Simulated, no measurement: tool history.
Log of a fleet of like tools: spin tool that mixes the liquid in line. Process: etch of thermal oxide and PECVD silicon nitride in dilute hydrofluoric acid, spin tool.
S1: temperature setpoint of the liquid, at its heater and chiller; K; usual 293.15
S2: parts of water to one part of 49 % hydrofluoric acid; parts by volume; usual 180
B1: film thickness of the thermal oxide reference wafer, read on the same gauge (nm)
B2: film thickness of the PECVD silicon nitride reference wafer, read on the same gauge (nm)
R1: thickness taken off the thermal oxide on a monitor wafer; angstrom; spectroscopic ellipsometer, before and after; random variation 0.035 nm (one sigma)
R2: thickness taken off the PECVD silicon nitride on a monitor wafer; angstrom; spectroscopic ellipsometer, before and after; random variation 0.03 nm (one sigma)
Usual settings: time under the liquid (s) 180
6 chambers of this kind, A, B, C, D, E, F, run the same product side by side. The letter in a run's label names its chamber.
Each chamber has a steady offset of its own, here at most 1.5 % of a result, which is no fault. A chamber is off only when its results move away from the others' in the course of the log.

{"run": "1D", "day": 0.142, "S1": 293.15, "S2": 180, "time under the liquid (s)": 180, "B1": 79.979, "B2": 39.978, "R1": 35.771, "R2": 13.042}
{"run": "2F", "day": 0.296, "S1": 293.15, "S2": 180, "time under the liquid (s)": 180, "B1": 79.994, "B2": 40.019, "R1": 37.223, "R2": 13.255}
{"run": "3B", "day": 0.496, "S1": 293.15, "S2": 180, "time under the liquid (s)": 180, "B1": 79.998, "B2": 39.991, "R1": 36.622, "R2": 13.143}
{"run": "4C", "day": 0.812, "S1": 293.15, "S2": 180, "time under the liquid (s)": 180, "B1": 79.995, "B2": 40.011, "R1": 36.124, "R2": 13.051}
{"run": "5A", "day": 1.012, "S1": 293.15, "S2": 180, "time under the liquid (s)": 180, "B1": 80.009, "B2": 39.99, "R1": 36.743, "R2": 13.644}
{"run": "6E", "day": 1.175, "S1": 293.15, "S2": 180, "time under the liquid (s)": 180, "B1": 80.0, "B2": 40.001, "R1": 36.498, "R2": 12.657}
{"run": "7F", "day": 1.338, "S1": 293.15, "S2": 180, "time under the liquid (s)": 180, "B1": 80.008, "B2": 40.006, "R1": 36.698, "R2": 13.195}
{"day": 1.438, "done": "chamber A: hydrofluoric acid flow meter replaced"}
{"run": "8C", "day": 1.642, "S1": 293.15, "S2": 180, "time under the liquid (s)": 180, "B1": 80.008, "B2": 40.002, "R1": 36.183, "R2": 13.338}
{"run": "9B", "day": 1.904, "S1": 293.15, "S2": 180, "time under the liquid (s)": 180, "B1": 80.011, "B2": 40.001, "R1": 36.601, "R2": 12.939}
{"run": "10E", "day": 2.142, "S1": 293.15, "S2": 180, "time under the liquid (s)": 180, "B1": 80.0, "B2": 40.006, "R1": 36.821, "R2": 13.021}
{"run": "11A", "day": 2.45, "S1": 293.15, "S2": 180, "time under the liquid (s)": 180, "B1": 79.978, "B2": 40.004, "R1": 36.55, "R2": 13.268}
{"run": "12D", "day": 2.642, "S1": 293.15, "S2": 180, "time under the liquid (s)": 180, "B1": 79.999, "B2": 39.998, "R1": 35.697, "R2": 13.132}
{"run": "13D", "day": 2.792, "S1": 293.15, "S2": 180, "time under the liquid (s)": 180, "B1": 79.99, "B2": 39.981, "R1": 36.681, "R2": 12.606}
{"run": "14C", "day": 2.938, "S1": 293.15, "S2": 180, "time under the liquid (s)": 180, "B1": 80.012, "B2": 39.99, "R1": 36.066, "R2": 13.002}
{"run": "15B", "day": 3.108, "S1": 297.65, "S2": 140, "time under the liquid (s)": 180, "B1": 80.017, "B2": 39.994, "R1": 58.724, "R2": 23.175}
{"run": "16F", "day": 3.379, "S1": 297.65, "S2": 140, "time under the liquid (s)": 180, "B1": 79.997, "B2": 40.015, "R1": 58.336, "R2": 22.725}
{"run": "17A", "day": 3.667, "S1": 297.65, "S2": 140, "time under the liquid (s)": 180, "B1": 79.983, "B2": 39.986, "R1": 57.577, "R2": 22.846}
{"run": "18E", "day": 3.954, "S1": 297.65, "S2": 140, "time under the liquid (s)": 180, "B1": 79.987, "B2": 40.005, "R1": 57.701, "R2": 22.416}
{"run": "19A", "day": 4.108, "S1": 297.65, "S2": 140, "time under the liquid (s)": 180, "B1": 80.003, "B2": 39.993, "R1": 57.938, "R2": 23.356}
{"run": "20E", "day": 4.254, "S1": 297.65, "S2": 140, "time under the liquid (s)": 180, "B1": 79.994, "B2": 39.988, "R1": 57.922, "R2": 22.638}
{"run": "21F", "day": 4.508, "S1": 293.15, "S2": 95, "time under the liquid (s)": 135, "B1": 80.028, "B2": 40.02, "R1": 55.189, "R2": 17.732}
{"run": "22B", "day": 4.746, "S1": 293.15, "S2": 95, "time under the liquid (s)": 135, "B1": 80.01, "B2": 39.991, "R1": 55.827, "R2": 18.292}
{"run": "23D", "day": 4.933, "S1": 293.15, "S2": 95, "time under the liquid (s)": 135, "B1": 79.98, "B2": 39.994, "R1": 56.154, "R2": 17.957}
{"run": "24C", "day": 5.162, "S1": 293.15, "S2": 95, "time under the liquid (s)": 135, "B1": 79.997, "B2": 39.993, "R1": 54.188, "R2": 17.451}
{"run": "25B", "day": 5.3, "S1": 293.15, "S2": 95, "time under the liquid (s)": 135, "B1": 79.999, "B2": 39.995, "R1": 55.855, "R2": 18.542}
{"run": "26C", "day": 5.462, "S1": 293.15, "S2": 95, "time under the liquid (s)": 135, "B1": 80.011, "B2": 40.006, "R1": 53.307, "R2": 18.059}
{"run": "27F", "day": 5.738, "S1": 291.65, "S2": 180, "time under the liquid (s)": 180, "B1": 80.005, "B2": 40.015, "R1": 35.011, "R2": 11.698}
{"run": "28E", "day": 6.029, "S1": 291.65, "S2": 180, "time under the liquid (s)": 180, "B1": 79.99, "B2": 39.993, "R1": 34.536, "R2": 11.801}
{"run": "29A", "day": 6.225, "S1": 291.65, "S2": 180, "time under the liquid (s)": 180, "B1": 79.992, "B2": 39.997, "R1": 34.104, "R2": 12.214}
{"run": "30D", "day": 6.517, "S1": 291.65, "S2": 180, "time under the liquid (s)": 180, "B1": 80.016, "B2": 40.012, "R1": 34.286, "R2": 12.04}
{"run": "31B", "day": 6.708, "S1": 291.65, "S2": 180, "time under the liquid (s)": 180, "B1": 79.977, "B2": 40.004, "R1": 34.625, "R2": 12.041}
{"run": "32D", "day": 6.971, "S1": 291.65, "S2": 180, "time under the liquid (s)": 180, "B1": 80.009, "B2": 39.987, "R1": 34.47, "R2": 11.937}
{"run": "33E", "day": 7.121, "S1": 290.15, "S2": 140, "time under the liquid (s)": 180, "B1": 79.98, "B2": 40.008, "R1": 43.069, "R2": 14.266}
{"run": "34C", "day": 7.304, "S1": 290.15, "S2": 140, "time under the liquid (s)": 180, "B1": 80.01, "B2": 39.994, "R1": 40.232, "R2": 12.635}
{"run": "35A", "day": 7.592, "S1": 290.15, "S2": 140, "time under the liquid (s)": 180, "B1": 80.0, "B2": 40.007, "R1": 43.342, "R2": 14.234}
{"run": "36F", "day": 7.879, "S1": 290.15, "S2": 140, "time under the liquid (s)": 180, "B1": 80.001, "B2": 39.999, "R1": 43.304, "R2": 13.322}
{"run": "37D", "day": 8.062, "S1": 290.15, "S2": 140, "time under the liquid (s)": 180, "B1": 79.977, "B2": 39.986, "R1": 43.425, "R2": 12.735}
{"run": "38A", "day": 8.292, "S1": 290.15, "S2": 140, "time under the liquid (s)": 180, "B1": 79.993, "B2": 40.005, "R1": 43.085, "R2": 13.543}
{"run": "39E", "day": 8.542, "S1": 293.15, "S2": 180, "time under the liquid (s)": 180, "B1": 79.994, "B2": 40.004, "R1": 35.834, "R2": 13.218}

What goes on in this fleet: one chamber off, a drifting gauge, or nothing beyond the chambers' own small offsets? Name the chamber and the cause, if any.

Chamber C drifts away from the others.
Cause: liquid colder than its thermometer reads (K) = 1.71.

Here are 4 candidates for chamber C's next run, each the usual settings with a change, their results left as question marks. Which one brings its results back in line with what the others give on the usual settings?
In line means no further than this from the other chambers' mean on the usual settings: R1 1.200 angstrom; R2 1.0000 angstrom
{"run": "40C-1", "day": 8.767, "S1": 295.15, "S2": 185, "time under the liquid (s)": 200, "R1": "?", "R2": "?"}
{"run": "40C-2", "day": 8.767, "S1": 294.15, "S2": 185, "time under the liquid (s)": 190, "R1": "?", "R2": "?"}
{"run": "40C-3", "day": 8.767, "S1": 291.15, "S2": 170, "time under the liquid (s)": 160, "R1": "?", "R2": "?"}
{"run": "40C-4", "day": 8.767, "S1": 292.15, "S2": 175, "time under the liquid (s)": 170, "R1": "?", "R2": "?"}

The other chambers' mean on the usual settings: R1 36.349 angstrom; R2 13.1110 angstrom
run=40C-1 R1=39.486 R2=14.5710
run=40C-2 R1=36.089 R2=12.9650
run=40C-3 R1=29.754 R2=9.6855
run=40C-4 R1=31.831 R2=10.7100
40C-2 brings the chamber back in line.

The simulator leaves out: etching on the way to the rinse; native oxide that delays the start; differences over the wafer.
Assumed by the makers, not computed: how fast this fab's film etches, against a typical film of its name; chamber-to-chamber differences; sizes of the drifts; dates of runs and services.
